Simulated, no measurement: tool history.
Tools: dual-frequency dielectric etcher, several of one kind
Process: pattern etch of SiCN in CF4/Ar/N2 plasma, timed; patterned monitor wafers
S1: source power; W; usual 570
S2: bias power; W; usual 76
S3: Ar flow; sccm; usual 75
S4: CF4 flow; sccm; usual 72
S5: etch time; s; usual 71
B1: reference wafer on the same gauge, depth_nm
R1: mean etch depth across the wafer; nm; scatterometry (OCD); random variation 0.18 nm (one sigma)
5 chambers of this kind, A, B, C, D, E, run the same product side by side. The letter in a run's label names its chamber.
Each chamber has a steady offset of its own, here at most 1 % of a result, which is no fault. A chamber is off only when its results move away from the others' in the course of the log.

Run 1E, hour 5.8: usual settings; B1 88.367. Result: R1 80.857 nm.
Run 2A, hour 14.9: usual settings; B1 88.393. Result: R1 80.702 nm.
At hour 21.1: chamber D: wet clean of the chamber.
Run 3B, hour 21.4: usual settings; B1 88.393. Result: R1 79.944 nm.
Run 4D, hour 30: usual settings; B1 88.416. Result: R1 80.532 nm.
Run 5C, hour 38.6: usual settings; B1 88.345. Result: R1 80.228 nm.
Run 6B, hour 43: usual settings; B1 88.368. Result: R1 79.686 nm.
Run 7C, hour 47.9: usual settings; B1 88.367. Result: R1 80.644 nm.
Run 8E, hour 52: usual settings; B1 88.373. Result: R1 81.234 nm.
Run 9D, hour 60.7: usual settings but S1 520 W, S2 62 W; B1 88.367. Result: R1 69.256 nm.
Run 10A, hour 67.4: usual settings but S1 520 W, S2 62 W; B1 88.478. Result: R1 69.511 nm.
Run 11C, hour 72.3: usual settings but S1 520 W, S2 62 W; B1 88.379. Result: R1 69.142 nm.
Run 12D, hour 78.4: usual settings but S1 520 W, S2 62 W; B1 88.404. Result: R1 69.64 nm.
Run 13E, hour 84.7: usual settings but S1 520 W, S2 62 W; B1 88.402. Result: R1 69.868 nm.
Run 14A, hour 93: usual settings but S3 90 sccm; B1 88.348. Result: R1 78.518 nm.
Run 15B, hour 100.7: usual settings but S3 90 sccm; B1 88.367. Result: R1 78.03 nm.
Run 16A, hour 107.1: usual settings but S3 90 sccm; B1 88.343. Result: R1 78.492 nm.
Run 17D, hour 111.2: usual settings but S3 90 sccm; B1 88.412. Result: R1 78.326 nm.
Run 18C, hour 117: usual settings but S3 90 sccm; B1 88.376. Result: R1 77.933 nm.
Run 19B, hour 124.3: usual settings; B1 88.398. Result: R1 79.791 nm.
At hour 131.1: chamber B: wet clean of the chamber.
Run 20E, hour 133: usual settings; B1 88.411. Result: R1 80.851 nm.
Run 21E, hour 141.4: usual settings; B1 88.433. Result: R1 80.861 nm.
Run 22B, hour 148.4: usual settings; B1 88.415. Result: R1 79.784 nm.
At hour 152.9: chamber A: wet clean of the chamber.
Run 23C, hour 154.6: usual settings but S1 460 W; B1 88.437. Result: R1 66.258 nm.
Run 24A, hour 161.6: usual settings but S1 460 W; B1 88.382. Result: R1 66.787 nm.
Run 25D, hour 167.7: usual settings but S1 460 W; B1 88.44. Result: R1 66.327 nm.
Run 26C, hour 173.2: usual settings but S1 460 W; B1 88.399. Result: R1 66.006 nm.
Run 27E, hour 178.9: usual settings but S1 460 W; B1 88.4. Result: R1 67.219 nm.
Run 28D, hour 186.7: usual settings; B1 88.389. Result: R1 80.607 nm.
Run 29B, hour 192.7: usual settings; B1 88.367. Result: R1 79.62 nm.
Run 30A, hour 200.7: usual settings; B1 88.435. Result: R1 80.778 nm.
Run 31B, hour 206: usual settings; B1 88.406. Result: R1 79.839 nm.
Run 32D, hour 211.7: usual settings; B1 88.373. Result: R1 80.277 nm.
Run 33A, hour 220.5: usual settings; B1 88.419. Result: R1 81.039 nm.
Run 34E, hour 226.2: usual settings; B1 88.373. Result: R1 80.929 nm.
Run 35C, hour 233.9: usual settings but S3 93 sccm; B1 88.421. Result: R1 77.801 nm.
Run 36B, hour 241.3: usual settings but S3 93 sccm; B1 88.393. Result: R1 77.626 nm.
Run 37C, hour 248.5: usual settings but S3 93 sccm; B1 88.394. Result: R1 77.821 nm.
Run 38D, hour 254.1: usual settings but S3 93 sccm; B1 88.457. Result: R1 78.299 nm.
Run 39E, hour 261.1: usual settings but S3 93 sccm; B1 88.372. Result: R1 78.316 nm.

Is one chamber off against the others, does the gauge drift, or is nothing wrong? If a chamber is off, say which, and what the likeliest cause is.

No chamber stands off beyond its own small offset, and the gauge holds steady.

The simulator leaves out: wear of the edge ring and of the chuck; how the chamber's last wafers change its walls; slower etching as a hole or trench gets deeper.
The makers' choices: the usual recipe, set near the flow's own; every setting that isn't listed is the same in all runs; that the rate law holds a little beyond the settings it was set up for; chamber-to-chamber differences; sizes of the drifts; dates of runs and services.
